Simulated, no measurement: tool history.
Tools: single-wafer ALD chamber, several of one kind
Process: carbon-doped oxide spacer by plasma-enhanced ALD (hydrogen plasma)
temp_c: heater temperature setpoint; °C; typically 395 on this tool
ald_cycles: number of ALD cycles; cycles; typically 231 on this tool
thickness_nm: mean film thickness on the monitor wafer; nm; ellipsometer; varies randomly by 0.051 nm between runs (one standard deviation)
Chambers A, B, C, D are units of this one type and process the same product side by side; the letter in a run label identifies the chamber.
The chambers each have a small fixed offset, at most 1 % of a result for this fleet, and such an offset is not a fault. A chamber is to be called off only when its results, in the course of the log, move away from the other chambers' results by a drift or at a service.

run   hour  temp_c  ald_cycles  hours since the last thermocouple change  read-back reference wafer on the same gauge, thickness_nm  thickness_nm
 1B    9.6     395         231                                    1452.4                                                     10.502        11.487
 2D   17.2     395         231                                    1358.9                                                     10.491        11.562
 3A   22.2     395         231                                     324.8                                                     10.503        11.478
 4C   29.7     395         231                                    1238.3                                                     10.507        11.577
 5D   37.9     395         231                                    1379.6                                                     10.507        11.677
 6A   42.8     395         231                                     345.4                                                     10.508        11.499
 7B   51.2     395         231                                      1494                                                      10.49        11.589
 8C   56.6     395         231                                    1265.2                                                     10.496         11.66
 9C   61.3     395         231                                    1269.9                                                     10.503        11.649
10A   66.3     395         231                                     368.9                                                     10.504        11.617
11D   74.9     395         231                                    1416.6                                                     10.495        11.601
12B   84.3     389         231                                    1527.1                                                       10.5        11.379
13A   90.6     389         231                                     393.2                                                     10.509        11.534
14D   98.5     389         231                                    1440.2                                                     10.507        11.734
15B  104.8     389         231                                    1547.6                                                     10.496        11.502
16C  112.2     381         203                                    1320.8                                                     10.501        10.165
17C  118.7     381         203                                    1327.3                                                     10.509        10.191
18D  128.4     381         203                                    1470.1                                                     10.486        10.127
19A  135.6     381         203                                     438.2                                                     10.515        10.195
20B  142.6     395         231                                    1585.4                                                     10.492        11.555
21B  150.1     395         231                                    1592.9                                                     10.498        11.449
22D  154.5     395         231                                    1496.2                                                     10.493        11.646
23A  162.4     395         231                                       465                                                     10.513        11.564
24C  167.6     395         231                                    1376.2                                                     10.495        11.601
25D  174.8     395         231                                    1516.5                                                       10.5        11.619
26B  184.1     395         231                                    1626.9                                                     10.501        11.556
27A  189.8     395         250                                     492.4                                                     10.506        12.417
28C  197.2     395         250                                    1405.8                                                       10.5        12.432

All chambers now run identical settings, listed one chamber a line with results as question marks. What results will each chamber show?
29A  204.1     409         231                                                                                                                  ?
29B  204.1     409         231                                                                                                                  ?
29C  204.1     409         231                                                                                                                  ?
29D  204.1     409         231                                                                                                                  ?

run  thickness_nm
29A        11.234
29B        10.972
29C        11.227
29D        11.211

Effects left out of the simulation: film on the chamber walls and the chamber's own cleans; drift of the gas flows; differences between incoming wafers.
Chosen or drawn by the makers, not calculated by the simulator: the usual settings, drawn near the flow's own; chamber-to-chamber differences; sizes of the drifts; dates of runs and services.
